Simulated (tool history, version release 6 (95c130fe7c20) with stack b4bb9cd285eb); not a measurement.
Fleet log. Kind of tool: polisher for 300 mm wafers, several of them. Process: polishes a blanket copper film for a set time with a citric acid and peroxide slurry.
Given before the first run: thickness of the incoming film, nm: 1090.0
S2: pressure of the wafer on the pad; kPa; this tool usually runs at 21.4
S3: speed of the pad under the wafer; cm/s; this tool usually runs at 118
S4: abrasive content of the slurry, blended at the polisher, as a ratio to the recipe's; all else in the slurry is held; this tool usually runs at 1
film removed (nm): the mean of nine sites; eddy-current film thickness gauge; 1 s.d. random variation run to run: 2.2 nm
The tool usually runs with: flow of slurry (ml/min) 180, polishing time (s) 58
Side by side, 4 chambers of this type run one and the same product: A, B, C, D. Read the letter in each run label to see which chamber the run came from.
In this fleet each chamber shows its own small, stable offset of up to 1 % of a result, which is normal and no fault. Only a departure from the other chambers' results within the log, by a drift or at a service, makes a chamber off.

-- hour=0.9 chamber B: slurry nozzle cleaned
run 1C hour=10.7 | flow_of_slurry_(ml/min)=180 S2=21.4 S3=118 S4=1 polishing_time_(s)=58 | film_removed_(nm)=151.27
run 2A hour=24.0 | flow_of_slurry_(ml/min)=180 S2=21.4 S3=118 S4=1 polishing_time_(s)=58 | film_removed_(nm)=149.10
-- hour=27.5 chamber B: worn pad replaced by a new one
-- hour=29.6 chamber C: worn pad replaced by a new one
-- hour=29.8 chamber D: worn pad replaced by a new one
run 3D hour=38.9 | flow_of_slurry_(ml/min)=180 S2=21.4 S3=118 S4=1 polishing_time_(s)=58 | film_removed_(nm)=155.22
run 4B hour=52.4 | flow_of_slurry_(ml/min)=180 S2=21.4 S3=118 S4=1 polishing_time_(s)=58 | film_removed_(nm)=148.52
-- hour=54.9 chamber D: slurry blender recalibrated
-- hour=55.1 chamber A: worn pad replaced by a new one
run 5D hour=59.4 | flow_of_slurry_(ml/min)=180 S2=21.4 S3=90 S4=1 polishing_time_(s)=58 | film_removed_(nm)=119.78
-- hour=61.0 chamber A: slurry nozzle cleaned
-- hour=69.6 chamber D: head pressure recalibrated
run 6A hour=69.8 | flow_of_slurry_(ml/min)=180 S2=21.4 S3=90 S4=1 polishing_time_(s)=58 | film_removed_(nm)=119.64
-- hour=79.3 chamber C: head pressure recalibrated
run 7C hour=84.7 | flow_of_slurry_(ml/min)=180 S2=21.4 S3=90 S4=1 polishing_time_(s)=58 | film_removed_(nm)=116.71
run 8B hour=93.7 | flow_of_slurry_(ml/min)=180 S2=21.4 S3=90 S4=1 polishing_time_(s)=58 | film_removed_(nm)=115.69
-- hour=97.6 chamber C: worn pad replaced by a new one
run 9B hour=109.3 | flow_of_slurry_(ml/min)=180 S2=21.4 S3=118 S4=1 polishing_time_(s)=58 | film_removed_(nm)=147.95
run 10D hour=119.0 | flow_of_slurry_(ml/min)=180 S2=21.4 S3=118 S4=1 polishing_time_(s)=58 | film_removed_(nm)=152.24
-- hour=122.2 chamber D: worn pad replaced by a new one
-- hour=125.0 chamber A: head pressure recalibrated
run 11A hour=131.2 | flow_of_slurry_(ml/min)=180 S2=15.9 S3=118 S4=1 polishing_time_(s)=70 | film_removed_(nm)=147.41
run 12C hour=139.4 | flow_of_slurry_(ml/min)=180 S2=15.9 S3=118 S4=1 polishing_time_(s)=70 | film_removed_(nm)=131.13
-- hour=141.7 chamber B: worn pad replaced by a new one
run 13B hour=148.7 | flow_of_slurry_(ml/min)=180 S2=15.9 S3=118 S4=1 polishing_time_(s)=70 | film_removed_(nm)=130.88
-- hour=150.1 chamber C: slurry blender recalibrated
-- hour=151.6 chamber A: worn pad replaced by a new one
run 14D hour=158.6 | flow_of_slurry_(ml/min)=180 S2=15.9 S3=118 S4=1 polishing_time_(s)=70 | film_removed_(nm)=137.66
-- hour=172.2 chamber C: worn pad replaced by a new one
run 15C hour=173.7 | flow_of_slurry_(ml/min)=180 S2=21.4 S3=118 S4=1 polishing_time_(s)=58 | film_removed_(nm)=149.77
-- hour=187.0 chamber A: slurry blender recalibrated
run 16A hour=187.9 | flow_of_slurry_(ml/min)=180 S2=21.4 S3=118 S4=1 polishing_time_(s)=58 | film_removed_(nm)=165.17
run 17D hour=198.8 | flow_of_slurry_(ml/min)=180 S2=21.4 S3=118 S4=1 polishing_time_(s)=58 | film_removed_(nm)=151.36
-- hour=204.9 chamber D: worn pad replaced by a new one
-- hour=205.1 chamber B: head pressure recalibrated
run 18B hour=207.7 | flow_of_slurry_(ml/min)=180 S2=21.4 S3=118 S4=1 polishing_time_(s)=58 | film_removed_(nm)=150.31
run 19A hour=219.4 | flow_of_slurry_(ml/min)=180 S2=26.9 S3=118 S4=1 polishing_time_(s)=58 | film_removed_(nm)=211.26
run 20C hour=229.8 | flow_of_slurry_(ml/min)=180 S2=26.9 S3=118 S4=1 polishing_time_(s)=58 | film_removed_(nm)=189.78
-- hour=241.0 chamber C: worn pad replaced by a new one
run 21A hour=244.7 | flow_of_slurry_(ml/min)=180 S2=26.9 S3=118 S4=1 polishing_time_(s)=58 | film_removed_(nm)=207.05
-- hour=248.6 chamber B: worn pad replaced by a new one
-- hour=250.0 chamber A: worn pad replaced by a new one
-- hour=253.1 chamber A: slurry nozzle cleaned
run 22D hour=259.0 | flow_of_slurry_(ml/min)=180 S2=26.9 S3=118 S4=1 polishing_time_(s)=58 | film_removed_(nm)=193.69
run 23B hour=266.7 | flow_of_slurry_(ml/min)=180 S2=21.4 S3=118 S4=1 polishing_time_(s)=58 | film_removed_(nm)=151.10
run 24C hour=274.0 | flow_of_slurry_(ml/min)=180 S2=21.4 S3=118 S4=1 polishing_time_(s)=58 | film_removed_(nm)=151.71
-- hour=279.3 chamber D: worn pad replaced by a new one
-- hour=282.0 chamber D: slurry blender recalibrated
run 25D hour=288.7 | flow_of_slurry_(ml/min)=230 S2=21.4 S3=118 S4=1 polishing_time_(s)=58 | film_removed_(nm)=158.19
-- hour=293.5 chamber B: slurry blender recalibrated
run 26A hour=296.6 | flow_of_slurry_(ml/min)=230 S2=21.4 S3=118 S4=1 polishing_time_(s)=58 | film_removed_(nm)=171.20
run 27B hour=305.0 | flow_of_slurry_(ml/min)=230 S2=21.4 S3=118 S4=1 polishing_time_(s)=58 | film_removed_(nm)=154.34
run 28C hour=318.9 | flow_of_slurry_(ml/min)=230 S2=21.4 S3=118 S4=1 polishing_time_(s)=58 | film_removed_(nm)=153.90
-- hour=319.8 chamber C: worn pad replaced by a new one
run 29C hour=331.4 | flow_of_slurry_(ml/min)=180 S2=21.4 S3=118 S4=1 polishing_time_(s)=58 | film_removed_(nm)=152.41
run 30A hour=340.8 | flow_of_slurry_(ml/min)=180 S2=21.4 S3=118 S4=1 polishing_time_(s)=58 | film_removed_(nm)=171.66
run 31B hour=352.1 | flow_of_slurry_(ml/min)=180 S2=21.4 S3=118 S4=1 polishing_time_(s)=58 | film_removed_(nm)=148.36
-- hour=359.2 chamber A: worn pad replaced by a new one
run 32D hour=364.9 | flow_of_slurry_(ml/min)=180 S2=21.4 S3=118 S4=1 polishing_time_(s)=58 | film_removed_(nm)=152.93
-- hour=373.1 chamber B: worn pad replaced by a new one
-- hour=373.2 chamber C: slurry nozzle cleaned
run 33B hour=376.7 | flow_of_slurry_(ml/min)=180 S2=21.4 S3=118 S4=1 polishing_time_(s)=58 | film_removed_(nm)=148.37
run 34A hour=388.2 | flow_of_slurry_(ml/min)=180 S2=21.4 S3=118 S4=1 polishing_time_(s)=58 | film_removed_(nm)=164.47
-- hour=389.5 chamber C: worn pad replaced by a new one
run 35C hour=399.2 | flow_of_slurry_(ml/min)=180 S2=21.4 S3=118 S4=1 polishing_time_(s)=58 | film_removed_(nm)=145.02

Read the log: is a single chamber off, either drifting away or since a service, is the gauge that measures every chamber drifting, or is nothing wrong beyond small per-chamber offsets? Name any odd chamber and what most likely caused it.

Chamber A came out of a service off from its peers and stayed that way.
Likeliest cause: head's pressure above its setpoint, % = 8.72.

Here are 4 candidates for chamber A's next run, each the usual settings with a change, their results left as question marks. Which one brings its results back in line with what the others give on the usual settings?
Counts as in line when no further than this from what the other chambers average on the usual settings: film removed (nm) 7.60
run 36A-1 hour=410.5 | flow_of_slurry_(ml/min)=180 S2=20.0 S3=110 S4=1.00 polishing_time_(s)=55 | film_removed_(nm)=?
run 36A-2 hour=410.5 | flow_of_slurry_(ml/min)=185 S2=21.4 S3=118 S4=1.05 polishing_time_(s)=68 | film_removed_(nm)=?
run 36A-3 hour=410.5 | flow_of_slurry_(ml/min)=135 S2=21.4 S3=118 S4=0.75 polishing_time_(s)=58 | film_removed_(nm)=?
run 36A-4 hour=410.5 | flow_of_slurry_(ml/min)=180 S2=22.1 S3=122 S4=1.00 polishing_time_(s)=60 | film_removed_(nm)=?

Usual-settings mean across the other chambers: film removed (nm) 150.95
run=36A-1 film_removed_(nm)=136.92
run=36A-2 film_removed_(nm)=196.55
run=36A-3 film_removed_(nm)=148.31
run=36A-4 film_removed_(nm)=182.31
Change 36A-3 lands the chamber within the allowed miss of the other chambers.

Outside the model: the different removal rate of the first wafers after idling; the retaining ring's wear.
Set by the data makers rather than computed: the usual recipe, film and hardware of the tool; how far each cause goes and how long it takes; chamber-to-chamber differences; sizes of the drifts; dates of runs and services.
